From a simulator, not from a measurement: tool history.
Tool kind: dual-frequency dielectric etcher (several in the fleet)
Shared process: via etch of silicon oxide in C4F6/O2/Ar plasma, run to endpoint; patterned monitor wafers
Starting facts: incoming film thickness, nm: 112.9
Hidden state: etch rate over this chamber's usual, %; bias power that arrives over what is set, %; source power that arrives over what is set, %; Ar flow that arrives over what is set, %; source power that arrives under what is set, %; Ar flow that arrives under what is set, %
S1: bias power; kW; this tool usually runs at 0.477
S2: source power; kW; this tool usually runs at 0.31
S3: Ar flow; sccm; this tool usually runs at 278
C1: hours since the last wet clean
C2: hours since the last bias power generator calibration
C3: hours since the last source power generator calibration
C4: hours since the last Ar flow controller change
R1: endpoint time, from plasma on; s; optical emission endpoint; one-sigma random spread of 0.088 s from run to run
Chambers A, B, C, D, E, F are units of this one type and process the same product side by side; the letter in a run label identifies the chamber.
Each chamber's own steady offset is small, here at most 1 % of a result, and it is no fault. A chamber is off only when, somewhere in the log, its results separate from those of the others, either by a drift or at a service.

At day 0.217: chamber C: wet clean of the chamber.
Run 1B, day 0.671: usual settings; C1 214.2; C2 42.4; C3 1997.8; C4 1679.5. Result: R1 27.416 s.
Run 2A, day 1.262: usual settings; C1 118.4; C2 1297; C3 2058; C4 2627.6. Result: R1 27.7 s.
Run 3D, day 1.746: usual settings; C1 349.1; C2 631.9; C3 1458.5; C4 986.7. Result: R1 27.393 s.
Run 4C, day 2.371: usual settings; C1 51.8; C2 3167.5; C3 2807.6; C4 89.6. Result: R1 27.642 s.
Run 5F, day 3.012: usual settings; C1 158.6; C2 2594.5; C3 1284.2; C4 1853.9. Result: R1 27.323 s.
Run 6E, day 3.662: usual settings; C1 285.4; C2 1436.7; C3 331.5; C4 1132.6. Result: R1 27.478 s.
Run 7D, day 4.2: usual settings but S1 0.434 kW; C1 408; C2 690.8; C3 1517.4; C4 1045.6. Result: R1 28.514 s.
Run 8F, day 4.525: usual settings but S1 0.434 kW; C1 194.9; C2 2630.8; C3 1320.5; C4 1890.2. Result: R1 28.262 s.
Run 9C, day 4.917: usual settings but S1 0.434 kW; C1 112.9; C2 3228.6; C3 2868.7; C4 150.7. Result: R1 28.634 s.
Run 10A, day 5.467: usual settings but S1 0.434 kW; C1 219.3; C2 1397.9; C3 2158.9; C4 2728.5. Result: R1 28.613 s.
Run 11B, day 5.888: usual settings but S1 0.434 kW; C1 339.4; C2 167.6; C3 2123; C4 1804.7. Result: R1 28.439 s.
Run 12E, day 6.517: usual settings but S1 0.434 kW; C1 353.9; C2 1505.2; C3 400; C4 1201.1. Result: R1 28.466 s.
Run 13A, day 6.912: usual settings but S1 0.428 kW, S2 0.35 kW; C1 254; C2 1432.6; C3 2193.6; C4 2763.2. Result: R1 27.402 s.
At day 6.921: chamber D: wet clean of the chamber.
Run 14D, day 7.288: usual settings but S1 0.428 kW, S2 0.35 kW; C1 8.8; C2 764.9; C3 1591.5; C4 1119.7. Result: R1 27.418 s.
Run 15B, day 7.833: usual settings but S1 0.428 kW, S2 0.35 kW; C1 386.1; C2 214.3; C3 2169.7; C4 1851.4. Result: R1 27.247 s.
Run 16C, day 8.442: usual settings but S1 0.428 kW, S2 0.35 kW; C1 197.5; C2 3313.2; C3 2953.3; C4 235.3. Result: R1 27.44 s.
Run 17F, day 9.021: usual settings but S1 0.428 kW, S2 0.35 kW; C1 302.8; C2 2738.7; C3 1428.4; C4 1998.1. Result: R1 27.279 s.
Run 18E, day 9.421: usual settings but S1 0.428 kW, S2 0.35 kW; C1 423.6; C2 1574.9; C3 469.7; C4 1270.8. Result: R1 27.373 s.
Run 19C, day 9.858: usual settings; C1 231.5; C2 3347.2; C3 2987.3; C4 269.3. Result: R1 27.64 s.
Run 20E, day 10.304: usual settings; C1 444.8; C2 1596.1; C3 490.9; C4 1292. Result: R1 27.566 s.
At day 10.421: chamber D: source power generator calibrated.
Run 21D, day 10.796: usual settings; C1 93; C2 849.1; C3 9.1; C4 1203.9. Result: R1 27.41 s.
Run 22B, day 11.338: usual settings but S2 0.38 kW, S3 326 sccm; C1 470.2; C2 298.4; C3 2253.8; C4 1935.5. Result: R1 25.768 s.
Run 23A, day 11.875: usual settings but S2 0.38 kW, S3 326 sccm; C1 373.1; C2 1551.7; C3 2312.7; C4 2882.3. Result: R1 26.061 s.
At day 12.033: chamber E: wet clean of the chamber.
Run 24F, day 12.333: usual settings but S2 0.38 kW, S3 326 sccm; C1 382.3; C2 2818.2; C3 1507.9; C4 2077.6. Result: R1 25.779 s.
At day 12.638: chamber A: wet clean of the chamber.
Run 25C, day 12.8: usual settings but S2 0.38 kW, S3 326 sccm; C1 302.1; C2 3417.8; C3 3057.9; C4 339.9. Result: R1 26.188 s.
Run 26E, day 13.308: usual settings but S2 0.38 kW, S3 326 sccm; C1 30.7; C2 1668.2; C3 563; C4 1364.1. Result: R1 25.434 s.
At day 13.412: chamber E: bias power generator calibrated.
Run 27D, day 13.704: usual settings but S2 0.38 kW, S3 326 sccm; C1 162.8; C2 918.9; C3 78.9; C4 1273.7. Result: R1 26.017 s.
Run 28A, day 14.329: usual settings; C1 40.6; C2 1610.6; C3 2371.6; C4 2941.2. Result: R1 27.563 s.
Run 29F, day 14.642: usual settings; C1 437.7; C2 2873.6; C3 1563.3; C4 2133. Result: R1 27.192 s.
Run 30B, day 15.025: usual settings; C1 558.7; C2 386.9; C3 2342.3; C4 2024. Result: R1 27.536 s.
At day 15.217: chamber B: wet clean of the chamber.
Run 31E, day 15.379: usual settings but S1 0.523 kW; C1 80.4; C2 47.3; C3 612.7; C4 1413.8. Result: R1 26.011 s.
Run 32A, day 15.962: usual settings but S1 0.523 kW; C1 79.8; C2 1649.8; C3 2410.8; C4 2980.4. Result: R1 26.637 s.
Run 33C, day 16.379: usual settings but S1 0.523 kW; C1 388; C2 3503.7; C3 3143.8; C4 425.8. Result: R1 26.757 s.
Run 34D, day 16.721: usual settings but S1 0.523 kW; C1 235.2; C2 991.3; C3 151.3; C4 1346.1. Result: R1 26.497 s.
Run 35B, day 17.088: usual settings but S1 0.523 kW; C1 45; C2 436.4; C3 2391.8; C4 2073.5. Result: R1 26.553 s.
Run 36F, day 17.558: usual settings but S1 0.523 kW; C1 507.7; C2 2943.6; C3 1633.3; C4 2203. Result: R1 26.46 s.
Run 37E, day 18.012: usual settings; C1 143.6; C2 110.5; C3 675.9; C4 1477. Result: R1 26.73 s.
Run 38D, day 18.342: usual settings; C1 274.1; C2 1030.2; C3 190.2; C4 1385. Result: R1 27.489 s.
Run 39A, day 18.796: usual settings; C1 147.8; C2 1717.8; C3 2478.8; C4 3048.4. Result: R1 27.616 s.

Next, every chamber runs the same settings. What will each give?
Run 40A, day 19.288: usual settings but S2 0.25 kW. Result: R1 ?.
Run 40B, day 19.288: usual settings but S2 0.25 kW. Result: R1 ?.
Run 40C, day 19.288: usual settings but S2 0.25 kW. Result: R1 ?.
Run 40D, day 19.288: usual settings but S2 0.25 kW. Result: R1 ?.
Run 40E, day 19.288: usual settings but S2 0.25 kW. Result: R1 ?.
Run 40F, day 19.288: usual settings but S2 0.25 kW. Result: R1 ?.

run      R1
40A  29.967
40B  29.717
40C  30.037
40D  29.766
40E  28.822
40F  29.574

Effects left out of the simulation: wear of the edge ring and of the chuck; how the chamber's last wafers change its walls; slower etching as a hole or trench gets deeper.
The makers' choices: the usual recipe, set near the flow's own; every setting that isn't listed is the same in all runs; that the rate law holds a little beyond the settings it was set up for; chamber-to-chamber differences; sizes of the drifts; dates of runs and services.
